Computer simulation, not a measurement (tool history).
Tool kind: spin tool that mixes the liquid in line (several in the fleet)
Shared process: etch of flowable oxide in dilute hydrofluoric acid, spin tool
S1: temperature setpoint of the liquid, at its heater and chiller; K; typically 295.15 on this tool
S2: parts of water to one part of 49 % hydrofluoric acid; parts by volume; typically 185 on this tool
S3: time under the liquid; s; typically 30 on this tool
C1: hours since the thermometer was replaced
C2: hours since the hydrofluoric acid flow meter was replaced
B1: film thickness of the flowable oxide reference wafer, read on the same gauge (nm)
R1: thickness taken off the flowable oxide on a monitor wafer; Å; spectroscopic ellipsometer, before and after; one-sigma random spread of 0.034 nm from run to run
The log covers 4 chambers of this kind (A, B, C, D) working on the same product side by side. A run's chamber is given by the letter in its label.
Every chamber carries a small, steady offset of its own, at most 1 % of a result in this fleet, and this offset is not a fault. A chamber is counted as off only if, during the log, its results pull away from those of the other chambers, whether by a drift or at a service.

{"run": "1B", "hour": 8.4, "S1": 295.15, "S2": 185, "S3": 30, "C1": 1210.8, "C2": 649.9, "B1": 90.021, "R1": 66.667}
{"run": "2A", "hour": 13.8, "S1": 295.15, "S2": 185, "S3": 30, "C1": 2322.7, "C2": 1068.3, "B1": 90.018, "R1": 66.721}
{"run": "3C", "hour": 25.9, "S1": 295.15, "S2": 185, "S3": 30, "C1": 1151.3, "C2": 1464.0, "B1": 89.985, "R1": 66.086}
{"run": "4D", "hour": 31.7, "S1": 295.15, "S2": 185, "S3": 30, "C1": 1451.7, "C2": 194.2, "B1": 90.008, "R1": 66.712}
{"run": "5A", "hour": 38.0, "S1": 295.15, "S2": 185, "S3": 30, "C1": 2346.9, "C2": 1092.5, "B1": 89.956, "R1": 66.165}
{"run": "6D", "hour": 44.3, "S1": 295.15, "S2": 95, "S3": 30, "C1": 1464.3, "C2": 206.8, "B1": 89.978, "R1": 141.47}
{"run": "7C", "hour": 52.0, "S1": 295.15, "S2": 95, "S3": 30, "C1": 1177.4, "C2": 1490.1, "B1": 89.999, "R1": 145.56}
{"run": "8B", "hour": 59.2, "S1": 295.15, "S2": 95, "S3": 30, "C1": 1261.6, "C2": 700.7, "B1": 89.971, "R1": 147.05}
{"run": "9C", "hour": 69.5, "S1": 295.15, "S2": 95, "S3": 30, "C1": 1194.9, "C2": 1507.6, "B1": 90.005, "R1": 144.54}
{"hour": 74.3, "done": "chamber B: thermometer replaced"}
{"run": "10B", "hour": 81.2, "S1": 295.15, "S2": 185, "S3": 30, "C1": 6.9, "C2": 722.7, "B1": 89.995, "R1": 66.433}
{"run": "11D", "hour": 91.5, "S1": 295.15, "S2": 185, "S3": 30, "C1": 1511.5, "C2": 254.0, "B1": 90.002, "R1": 67.348}
{"run": "12A", "hour": 102.4, "S1": 295.15, "S2": 185, "S3": 30, "C1": 2411.3, "C2": 1156.9, "B1": 89.988, "R1": 66.941}
{"run": "13C", "hour": 110.0, "S1": 295.15, "S2": 185, "S3": 30, "C1": 1235.4, "C2": 1548.1, "B1": 89.998, "R1": 66.278}
{"run": "14A", "hour": 117.5, "S1": 295.15, "S2": 185, "S3": 30, "C1": 2426.4, "C2": 1172.0, "B1": 89.969, "R1": 66.894}
{"run": "15D", "hour": 126.7, "S1": 295.15, "S2": 130, "S3": 30, "C1": 1546.7, "C2": 289.2, "B1": 89.981, "R1": 101.02}
{"run": "16B", "hour": 137.8, "S1": 295.15, "S2": 130, "S3": 30, "C1": 63.5, "C2": 779.3, "B1": 89.99, "R1": 101.79}
{"run": "17D", "hour": 144.1, "S1": 295.15, "S2": 130, "S3": 30, "C1": 1564.1, "C2": 306.6, "B1": 90.01, "R1": 102.35}
{"run": "18C", "hour": 155.3, "S1": 295.15, "S2": 130, "S3": 30, "C1": 1280.7, "C2": 1593.4, "B1": 90.029, "R1": 101.2}
{"run": "19A", "hour": 161.8, "S1": 295.15, "S2": 185, "S3": 30, "C1": 2470.7, "C2": 1216.3, "B1": 90.035, "R1": 66.357}
{"run": "20B", "hour": 172.7, "S1": 295.15, "S2": 185, "S3": 30, "C1": 98.4, "C2": 814.2, "B1": 90.009, "R1": 66.449}
{"run": "21A", "hour": 180.9, "S1": 295.15, "S2": 185, "S3": 30, "C1": 2489.8, "C2": 1235.4, "B1": 90.006, "R1": 67.232}
{"run": "22C", "hour": 192.4, "S1": 295.15, "S2": 185, "S3": 30, "C1": 1317.8, "C2": 1630.5, "B1": 90.004, "R1": 67.182}
{"run": "23B", "hour": 202.5, "S1": 295.15, "S2": 185, "S3": 30, "C1": 128.2, "C2": 844.0, "B1": 90.024, "R1": 66.088}
{"run": "24D", "hour": 213.9, "S1": 295.15, "S2": 185, "S3": 30, "C1": 1633.9, "C2": 376.4, "B1": 90.0, "R1": 69.141}
{"run": "25A", "hour": 219.5, "S1": 292.15, "S2": 185, "S3": 15, "C1": 2528.4, "C2": 1274.0, "B1": 90.015, "R1": 29.432}
{"run": "26B", "hour": 228.2, "S1": 292.15, "S2": 185, "S3": 15, "C1": 153.9, "C2": 869.7, "B1": 90.018, "R1": 29.708}
{"run": "27C", "hour": 235.4, "S1": 292.15, "S2": 185, "S3": 15, "C1": 1360.8, "C2": 1673.5, "B1": 90.007, "R1": 29.78}
{"run": "28D", "hour": 242.3, "S1": 292.15, "S2": 185, "S3": 15, "C1": 1662.3, "C2": 404.8, "B1": 90.014, "R1": 30.739}
{"run": "29B", "hour": 249.4, "S1": 295.15, "S2": 185, "S3": 30, "C1": 175.1, "C2": 890.9, "B1": 89.989, "R1": 66.987}
{"run": "30C", "hour": 254.8, "S1": 295.15, "S2": 185, "S3": 30, "C1": 1380.2, "C2": 1692.9, "B1": 89.981, "R1": 65.883}
{"run": "31A", "hour": 261.8, "S1": 295.15, "S2": 185, "S3": 30, "C1": 2570.7, "C2": 1316.3, "B1": 89.996, "R1": 66.762}
{"run": "32D", "hour": 267.7, "S1": 295.15, "S2": 185, "S3": 30, "C1": 1687.7, "C2": 430.2, "B1": 90.006, "R1": 70.806}
{"run": "33A", "hour": 275.0, "S1": 295.15, "S2": 185, "S3": 30, "C1": 2583.9, "C2": 1329.5, "B1": 89.994, "R1": 66.984}
{"run": "34B", "hour": 284.8, "S1": 295.15, "S2": 230, "S3": 20, "C1": 210.5, "C2": 926.3, "B1": 90.009, "R1": 33.812}

For the next run the whole fleet of 4 chambers uses the same settings. Give each chamber's results:
{"run": "35A", "hour": 293.5, "S1": 295.15, "S2": 185, "S3": 30, "R1": "?"}
{"run": "35B", "hour": 293.5, "S1": 295.15, "S2": 185, "S3": 30, "R1": "?"}
{"run": "35C", "hour": 293.5, "S1": 295.15, "S2": 185, "S3": 30, "R1": "?"}
{"run": "35D", "hour": 293.5, "S1": 295.15, "S2": 185, "S3": 30, "R1": "?"}

run=35A R1=66.737
run=35B R1=66.958
run=35C R1=66.660
run=35D R1=70.680

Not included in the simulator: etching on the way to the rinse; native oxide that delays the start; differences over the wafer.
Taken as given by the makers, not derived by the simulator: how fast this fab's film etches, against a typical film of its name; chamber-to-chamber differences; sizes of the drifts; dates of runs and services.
